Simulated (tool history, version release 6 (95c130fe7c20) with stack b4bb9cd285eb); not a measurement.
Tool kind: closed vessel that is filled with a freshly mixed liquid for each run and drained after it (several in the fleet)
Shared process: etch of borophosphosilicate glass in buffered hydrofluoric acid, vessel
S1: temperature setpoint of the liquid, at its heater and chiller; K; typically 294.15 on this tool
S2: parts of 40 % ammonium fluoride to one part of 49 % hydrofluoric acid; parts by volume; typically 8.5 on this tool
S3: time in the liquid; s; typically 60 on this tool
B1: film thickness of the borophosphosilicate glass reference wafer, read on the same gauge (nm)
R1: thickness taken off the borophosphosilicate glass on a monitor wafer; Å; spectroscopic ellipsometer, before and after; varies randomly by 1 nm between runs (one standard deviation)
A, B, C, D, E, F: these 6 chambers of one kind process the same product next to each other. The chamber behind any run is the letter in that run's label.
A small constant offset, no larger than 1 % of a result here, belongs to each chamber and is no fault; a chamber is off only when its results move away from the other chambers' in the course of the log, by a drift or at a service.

run,hour,S1,S2,S3,B1,R1
1B,6.8,294.15,8.5,60,109.98,1351.80
2A,11.9,294.15,8.5,60,109.98,1374.90
# hour 18.0: chamber A: thermometer replaced
3F,18.4,294.15,8.5,60,109.98,1375.00
4D,21.7,294.15,8.5,60,109.99,1347.60
5E,24.7,294.15,7.0,60,109.99,1663.40
6C,30.9,294.15,7.0,60,110.00,1669.60
7B,35.4,294.15,7.0,60,109.99,1668.10
8D,38.7,294.15,7.0,60,109.99,1661.30
9F,44.3,294.15,7.0,60,110.02,1667.20
10C,47.5,294.15,7.0,60,109.99,1666.40
11A,53.4,294.15,8.5,60,110.00,1382.20
12E,57.3,294.15,8.5,60,109.99,1331.00
13F,61.0,294.15,8.5,60,110.01,1377.30
14A,64.9,294.15,8.5,60,110.00,1370.70
# hour 67.0: chamber B: thermometer replaced
15D,71.0,294.15,8.5,60,110.01,1348.90
16B,74.7,290.15,8.5,45,109.98,811.11
17C,78.8,290.15,8.5,45,110.00,821.62
18E,83.9,290.15,8.5,45,109.99,809.33
19A,87.7,290.15,8.5,45,110.02,831.25
20B,92.1,290.15,8.5,45,110.02,796.38
21D,96.4,290.15,8.5,45,110.01,822.37
22E,99.7,294.15,8.5,60,110.03,1345.90
23C,105.8,294.15,8.5,60,109.98,1348.10
24F,109.9,294.15,10.5,30,109.99,599.16
25A,115.0,294.15,10.5,30,110.00,573.58
26F,119.3,294.15,10.5,30,109.99,609.62
27C,125.6,294.15,10.5,30,110.00,566.09
28E,130.4,294.15,10.5,30,109.98,563.64
29B,136.0,294.15,10.5,30,110.01,559.17
30D,141.0,294.15,8.5,60,110.01,1363.30
31A,147.3,294.15,8.5,60,110.00,1362.70
32D,153.2,294.15,8.5,60,109.99,1350.40
33B,156.9,294.15,8.5,60,110.01,1349.40
34E,162.7,294.15,8.5,60,110.00,1346.30
35F,168.7,294.15,8.5,60,109.96,1498.30
36C,174.2,294.15,8.5,60,109.99,1347.60
37D,179.1,294.15,11.5,60,110.00,1031.30
38C,184.9,294.15,11.5,60,110.01,1029.30
39A,189.9,294.15,11.5,60,109.99,1039.50

The same settings go to every chamber for the next run, one line per chamber below. Forecast the results for each:
40A,194.8,294.15,8.5,60,,?
40B,194.8,294.15,8.5,60,,?
40C,194.8,294.15,8.5,60,,?
40D,194.8,294.15,8.5,60,,?
40E,194.8,294.15,8.5,60,,?
40F,194.8,294.15,8.5,60,,?

run,R1
40A,1347.50
40B,1371.10
40C,1345.30
40D,1361.50
40E,1358.70
40F,1511.20
